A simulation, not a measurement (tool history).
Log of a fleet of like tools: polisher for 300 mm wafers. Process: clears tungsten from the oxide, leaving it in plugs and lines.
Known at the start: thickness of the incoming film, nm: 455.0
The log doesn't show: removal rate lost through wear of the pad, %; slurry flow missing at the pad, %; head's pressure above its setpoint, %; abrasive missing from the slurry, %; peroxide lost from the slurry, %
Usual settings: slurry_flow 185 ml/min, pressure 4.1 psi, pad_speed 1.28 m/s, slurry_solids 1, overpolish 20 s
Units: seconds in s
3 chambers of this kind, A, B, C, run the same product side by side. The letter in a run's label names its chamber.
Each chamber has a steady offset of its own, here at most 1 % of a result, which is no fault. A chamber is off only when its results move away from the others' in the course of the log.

run	day	slurry_flow	pressure	pad_speed	slurry_solids	overpolish	wafers polished on this pad	hours since the slurry nozzle was cleaned	hours since the head pressure was calibrated	hours since the slurry blender was calibrated	hours since the slurry got fresh peroxide	seconds
1B	0.342	185	4.1	1.28	1	20	722	267.1	1237.3	377.1	116.1	71.576
# day 0.35: chamber C: worn pad replaced by a new one
# day 0.546: chamber B: slurry tank refilled with fresh slurry and peroxide
2C	0.733	185	4.1	1.28	1	20	100	394.8	845.2	115.1	22.3	72.092
# day 1.029: chamber A: worn pad replaced by a new one
3A	1.038	185	4.1	1.28	1	20	2	44.8	523.8	311.9	78.1	72.624
4C	1.258	185	4.1	1.28	1	20	237	407.4	857.8	127.7	34.9	71.513
5A	1.617	185	4.1	1.28	1	20	153	58.7	537.7	325.8	92	73.103
6B	1.938	185	4.1	1.28	1	20	1138	305.4	1275.6	415.4	33.4	72.854
# day 2.154: chamber B: worn pad replaced by a new one
7A	2.208	185	4.1	1.64	1	11	308	72.9	551.9	340	106.2	57.416
# day 2.412: chamber B: slurry blender recalibrated
8B	2.604	185	4.1	1.64	1	11	117	321.4	1291.6	4.7	49.4	55.449
# day 2.642: chamber C: worn pad replaced by a new one
9C	2.992	185	4.1	1.64	1	11	92	449	899.4	169.3	76.5	56.719
# day 3.033: chamber A: worn pad replaced by a new one
# day 3.033: chamber A: slurry tank refilled with fresh slurry and peroxide
# day 3.075: chamber C: head pressure recalibrated
# day 3.217: chamber C: slurry tank refilled with fresh slurry and peroxide
# day 3.254: chamber C: slurry nozzle cleaned
10A	3.358	185	4.1	1.28	1	20	85	100.5	579.5	367.6	7.9	73.442
11B	3.7	185	4.1	1.28	1	20	403	347.7	1317.9	31	75.7	71.79
12C	3.888	185	4.1	1.28	1	20	325	15.2	19.5	190.8	16.2	67.471
# day 4.208: chamber B: head pressure recalibrated
13C	4.288	185	4.1	1.28	1	20	430	24.8	29.1	200.4	25.8	68.868
# day 4.625: chamber C: slurry blender recalibrated
# day 4.642: chamber A: slurry blender recalibrated
14B	4.654	185	4.1	1.28	1	20	652	370.6	10.7	53.9	98.6	71.547
# day 4.792: chamber B: slurry nozzle cleaned
15A	5.054	185	4.1	1.28	1	20	527	141.2	620.2	9.9	48.6	72.308
# day 5.212: chamber C: worn pad replaced by a new one
# day 5.392: chamber A: worn pad replaced by a new one
16A	5.417	185	4.1	1.28	1	20	6	149.9	628.9	18.6	57.3	71.572
17B	5.675	185	4.1	1.28	1	20	918	21.3	35.2	78.4	123.1	72.963
18C	5.892	185	4.1	0.94	1	20	177	63.3	67.6	30.4	64.3	94.249
# day 6.142: chamber B: worn pad replaced by a new one
19A	6.217	185	4.1	0.94	1	20	215	169.1	648.1	37.8	76.5	98.852
20B	6.458	185	4.1	0.94	1	20	83	40.1	54	97.2	141.9	98.47
21C	6.721	185	4.1	1.28	1	20	393	83.2	87.5	50.3	84.2	68.332
# day 6.821: chamber B: slurry tank refilled with fresh slurry and peroxide
# day 6.921: chamber C: slurry tank refilled with fresh slurry and peroxide
22A	6.958	185	4.1	1.28	1	20	409	186.9	665.9	55.6	94.3	73.152
23C	7.212	185	4.1	0.88	1	12	521	95	99.3	62.1	7.1	99.259
24B	7.546	185	4.1	0.88	1	12	367	66.2	80.1	123.3	17.4	107.1
# day 7.658: chamber C: worn pad replaced by a new one
# day 7.788: chamber A: worn pad replaced by a new one
25C	7.846	185	4.1	0.88	1	12	49	110.2	114.5	77.3	22.3	97.226
26A	8.1	185	4.1	1.28	1	20	82	214.3	693.3	83	121.7	71.685
27B	8.371	155	4.1	1.28	1	20	582	86	99.9	143.1	37.2	75.42
# day 8.458: chamber A: slurry tank refilled with fresh slurry and peroxide
28B	8.575	155	4.1	1.28	1	20	635	90.9	104.8	148	42.1	73.971
29C	8.871	155	4.1	1.28	1	20	317	134.8	139.1	101.9	46.9	72.444
30A	9.262	185	4.1	1.28	1	20	385	242.2	721.2	110.9	19.4	73.408
31C	9.567	185	4.1	1.28	1	20	498	151.5	155.8	118.6	63.6	69.659
32B	9.821	185	4.1	1.28	1	20	960	120.8	134.7	177.9	72	72.553

What goes on in this fleet: one chamber off, a drifting gauge, or nothing beyond the chambers' own small offsets? Name the chamber and the cause, if any.

A service left chamber C off against the others.
Cause: head's pressure above its setpoint, % = 5.34.

Here are 4 candidates for chamber C's next run, each the usual settings with a change, their results left as question marks. Which one brings its results back in line with what the others give on the usual settings?
In line means no further than this from the other chambers' mean on the usual settings: seconds 2.5 s
33C-1	10.112	185	4	1.24	1	20						?
33C-2	10.112	185	3.9	1.22	1	20						?
33C-3	10.112	185	4.1	1.34	1	20						?
33C-4	10.112	240	4.1	1.28	1.35	20						?

The other chambers' mean on the usual settings: seconds 72.664 s
run	seconds
33C-1	73.377
33C-2	76.488
33C-3	66.296
33C-4	62.454
33C-1 brings the chamber back in line.
